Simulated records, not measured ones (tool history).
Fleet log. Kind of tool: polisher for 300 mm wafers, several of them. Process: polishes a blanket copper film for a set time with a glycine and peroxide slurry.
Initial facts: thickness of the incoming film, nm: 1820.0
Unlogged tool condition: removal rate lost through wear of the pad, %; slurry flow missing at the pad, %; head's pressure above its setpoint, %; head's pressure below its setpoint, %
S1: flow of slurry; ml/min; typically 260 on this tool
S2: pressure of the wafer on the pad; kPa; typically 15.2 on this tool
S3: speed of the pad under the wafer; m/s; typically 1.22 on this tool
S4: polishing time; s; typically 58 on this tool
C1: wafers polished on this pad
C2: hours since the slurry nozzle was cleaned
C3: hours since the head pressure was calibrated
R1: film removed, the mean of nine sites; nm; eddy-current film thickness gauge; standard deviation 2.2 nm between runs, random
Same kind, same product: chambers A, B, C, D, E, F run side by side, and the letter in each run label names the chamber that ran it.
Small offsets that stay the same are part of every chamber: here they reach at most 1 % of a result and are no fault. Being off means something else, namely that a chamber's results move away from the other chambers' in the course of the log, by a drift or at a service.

run,hour,S1,S2,S3,S4,C1,C2,C3,R1
# hour 3.2: chamber C: slurry nozzle cleaned
1E,10.7,260,15.2,1.22,58,330,402.6,476.6,350.03
# hour 12.5: chamber C: worn pad replaced by a new one
2D,17.7,260,15.2,1.22,58,523,508.3,843.2,349
3C,25.5,260,15.2,1.22,58,124,22.4,1189.9,355.38
4F,32.5,260,15.2,1.22,58,1007,301.3,394,348.85
# hour 35.9: chamber A: worn pad replaced by a new one
5B,40.1,260,15.2,1.22,58,650,421,162,349.85
6A,51.8,260,15.2,1.22,58,152,213.6,765.3,352.91
7A,64.2,260,15.2,1.22,58,270,226,777.7,351.55
8F,73.7,260,15.2,1.22,58,1400,342.5,435.2,351.4
# hour 76.2: chamber F: worn pad replaced by a new one
# hour 76.6: chamber B: worn pad replaced by a new one
# hour 79: chamber D: worn pad replaced by a new one
9B,84.6,260,15.2,1.22,72,76,465.5,206.5,429.04
# hour 88.7: chamber C: worn pad replaced by a new one
10E,96,260,15.2,1.22,72,1145,487.9,561.9,437.85
# hour 98: chamber E: worn pad replaced by a new one
# hour 104.7: chamber A: worn pad replaced by a new one
11D,106.3,260,15.2,1.22,72,260,596.9,931.8,430.69
# hour 108.6: chamber D: slurry nozzle cleaned
12C,112.7,260,15.2,1.22,72,229,109.6,1277.1,433.34
13E,122.4,260,15.2,1.22,72,233,514.3,588.3,438.35
# hour 127.3: chamber F: slurry nozzle cleaned
# hour 129.6: chamber D: head pressure recalibrated
14D,130.3,260,15.2,1.22,72,489,21.7,0.7,431.96
15C,138.4,260,15.2,1.22,58,474,135.3,1302.8,356.57
16A,147,215,15.2,1.02,58,403,308.8,860.5,300.42
# hour 155.8: chamber C: head pressure recalibrated
17F,158,215,15.2,1.02,58,781,30.7,519.5,298.94
18B,164.7,215,15.2,1.02,58,841,545.6,286.6,296.41
# hour 169.3: chamber C: worn pad replaced by a new one
# hour 172.8: chamber E: slurry nozzle cleaned
19A,174.5,215,15.2,1.02,58,666,336.3,888,299.8
# hour 179.7: chamber A: worn pad replaced by a new one
20E,182.9,215,15.2,1.02,58,811,10.1,648.8,292.89
# hour 183.7: chamber B: worn pad replaced by a new one
# hour 184.7: chamber D: worn pad replaced by a new one
# hour 191: chamber F: worn pad replaced by a new one
21C,195.1,215,15.2,1.02,58,246,192,39.4,280.18
22D,201.2,260,15.2,1.22,58,157,92.6,71.6,350.78
23B,207.6,260,15.2,1.22,58,228,588.5,329.5,346.58
24F,214.9,260,15.2,1.22,58,228,87.6,576.4,352.64
# hour 215.4: chamber E: worn pad replaced by a new one
25C,224.7,230,17.2,1.22,58,529,221.6,69,361.44
26D,231.4,230,17.2,1.22,58,446,122.8,101.8,383.16
# hour 232.4: chamber C: worn pad replaced by a new one
27A,240.9,230,17.2,1.22,58,584,402.7,954.4,390.1
28E,250.6,230,17.2,1.22,58,336,77.8,716.5,380.44
# hour 254.9: chamber A: worn pad replaced by a new one
29F,256.8,230,17.2,1.22,58,628,129.5,618.3,384.28
30B,268.6,230,17.2,1.22,58,811,649.5,390.5,383.64
31E,281.7,260,15.2,1.22,58,633,108.9,747.6,350.66
# hour 285.5: chamber B: worn pad replaced by a new one
32B,291.6,260,15.2,1.22,58,58,672.5,413.5,348.65
33D,299.8,260,15.2,1.58,58,1099,191.2,170.2,437.19
# hour 303.2: chamber D: worn pad replaced by a new one
34A,311.6,260,15.2,1.58,58,541,473.4,1025.1,440.63
# hour 312.4: chamber C: worn pad replaced by a new one
35C,322.8,260,15.2,1.58,58,99,319.7,167.1,404.25
# hour 325.5: chamber A: worn pad replaced by a new one
# hour 332.3: chamber F: worn pad replaced by a new one
36F,332.6,260,15.2,1.58,58,3,205.3,694.1,435.16
37D,338.8,260,15.2,1.58,58,340,230.2,209.2,435.61
38A,350.9,260,15.2,1.58,58,242,512.7,1064.4,438.23

Read the log: is a single chamber off, either drifting away or since a service, is the gauge that measures every chamber drifting, or is nothing wrong beyond small per-chamber offsets? Name any odd chamber and what most likely caused it.

After it was serviced, chamber C no longer matches the other chambers.
Cause: head's pressure below its setpoint, % = 9.

Chamber C could run next with any of the 4 candidate recipes listed below; each alters the usual settings, and their results appear as question marks. Which one brings its results back in line with what the other chambers deliver on the usual settings?
Allowed miss from the other chambers' usual-settings mean, per result, to count as in line: R1 7.8 nm
39C-1,360.8,260,14.5,1.22,56,,,,?
39C-2,360.8,260,15.2,1.24,59,,,,?
39C-3,360.8,260,15.2,1.2,57,,,,?
39C-4,360.8,260,15.2,1.26,60,,,,?

The other chambers' mean on the usual settings: R1 350.47 nm
run,R1
39C-1,305.36
39C-2,338.19
39C-3,318.31
39C-4,348.35
Change 39C-4 lands the chamber within the allowed miss of the other chambers.
